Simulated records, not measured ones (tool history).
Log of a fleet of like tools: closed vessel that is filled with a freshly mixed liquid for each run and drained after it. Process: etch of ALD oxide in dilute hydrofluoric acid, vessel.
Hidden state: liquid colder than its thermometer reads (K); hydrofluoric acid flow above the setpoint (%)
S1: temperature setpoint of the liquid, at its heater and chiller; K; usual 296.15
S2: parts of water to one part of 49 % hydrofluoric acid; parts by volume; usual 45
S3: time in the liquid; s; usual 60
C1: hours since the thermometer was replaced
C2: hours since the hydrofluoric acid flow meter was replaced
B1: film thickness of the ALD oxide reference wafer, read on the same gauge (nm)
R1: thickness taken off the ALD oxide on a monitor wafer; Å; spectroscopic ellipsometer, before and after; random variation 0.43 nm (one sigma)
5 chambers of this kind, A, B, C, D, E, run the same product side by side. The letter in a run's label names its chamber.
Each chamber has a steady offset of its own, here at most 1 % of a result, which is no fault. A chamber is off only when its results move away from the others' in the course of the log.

run   hour      S1  S2  S3      C1      C2      B1      R1
 1D    4.9  296.15  45  60  1841.3   719.3  80.037  452.70
 2A    9.6  296.15  45  60  1732.8   225.5  79.998  444.22
 3E   15.1  296.15  45  60  1602.8   858.1  80.003  452.27
 4C   21.3  296.15  45  60   662.3   554.3  79.956  447.92
 5B   28.1  294.15  45  60   125.3  1943.8  80.017  411.77
      29.4  -- chamber C: thermometer replaced
 6C   32.9  294.15  45  60     3.5   565.9  79.954  412.70
 7E   38.3  294.15  45  60  1626.0   881.3  80.034  415.00
 8B   42.3  294.15  45  60   139.5  1958.0  80.078  418.09
 9D   49.3  294.15  45  60  1885.7   763.7  79.987  405.47
10A   52.5  296.15  45  60  1775.7   268.4  79.980  443.74
11C   59.4  296.15  45  60    30.0   592.4  80.048  444.50
12B   64.6  296.15  45  60   161.8  1980.3  79.977  452.48
13E   68.1  293.65  30  60  1655.8   911.1  80.047  618.93
14D   74.6  293.65  30  60  1911.0   789.0  80.075  606.90
15A   81.0  293.65  30  60  1804.2   296.9  80.013  604.18
16E   84.2  293.65  30  60  1671.9   927.2  79.987  608.46
17D   89.2  293.65  30  60  1925.6   803.6  80.001  617.15
18A   94.8  296.15  45  60  1818.0   310.7  79.965  440.11
19B   99.3  296.15  45  60   196.5  2015.0  80.050  449.50
20C  102.9  296.15  45  60    73.5   635.9  79.978  445.79
21E  106.2  296.15  45  60  1693.9   949.2  79.961  448.75
22C  111.8  296.15  45  60    82.4   644.8  79.976  445.50
23B  117.0  296.15  45  60   214.2  2032.7  80.030  449.44
24D  121.2  296.15  45  60  1957.6   835.6  79.958  441.44
25A  126.9  296.15  45  60  1850.1   342.8  80.013  429.92
26C  130.5  296.15  45  60   101.1   663.5  80.021  440.80
27A  135.8  296.15  45  60  1859.0   351.7  80.033  429.71
28B  141.0  296.15  45  60   238.2  2056.7  79.994  452.37
29E  144.3  296.15  45  60  1732.0   987.3  79.986  443.63
30D  150.4  294.15  45  60  1986.8   864.8  80.022  415.48
31A  155.5  294.15  45  60  1878.7   371.4  79.972  391.63
32E  160.0  294.15  45  60  1747.7  1003.0  80.030  407.27
33C  165.8  294.15  45  60   136.4   698.8  79.956  410.49
34B  171.0  294.15  45  60   268.2  2086.7  79.969  406.60
35D  176.5  296.15  45  60  2012.9   890.9  80.011  446.62
     178.8  -- chamber B: hydrofluoric acid flow meter replaced
36D  182.1  296.15  45  60  2018.5   896.5  79.981  441.21
37C  188.4  296.15  45  60   159.0   721.4  80.042  437.74
38E  194.7  296.15  45  60  1782.4  1037.7  79.964  446.05
39A  200.4  296.15  45  60  1923.6   416.3  80.045  416.85
40B  203.9  296.15  45  60   301.1    25.2  80.015  455.66
41B  207.3  296.15  45  60   304.5    28.6  80.047  445.41
42C  213.5  296.15  45  60   184.1   746.5  80.047  446.04

What goes on in this fleet: one chamber off, a drifting gauge, or nothing beyond the chambers' own small offsets? Name the chamber and the cause, if any.

Chamber A drifts away from the others.
Cause: liquid colder than its thermometer reads (K) = 1.97.
The log may not tell that from: hydrofluoric acid flow below the setpoint (%).

Here are 4 candidates for chamber A's next run, each the usual settings with a change, their results left as question marks. Which one brings its results back in line with what the others give on the usual settings?
In line means no further than this from the other chambers' mean on the usual settings: R1 15.00 Å
43A-1  218.4  296.15  45  65               ?
43A-2  218.4  296.65  45  70               ?
43A-3  218.4  296.15  45  55               ?
43A-4  218.4  292.15  45  60               ?

The other chambers' mean on the usual settings: R1 446.05 Å
  run      R1
43A-1  443.48
43A-2  487.78
43A-3  375.25
43A-4  343.84
43A-1 brings the chamber back in line.
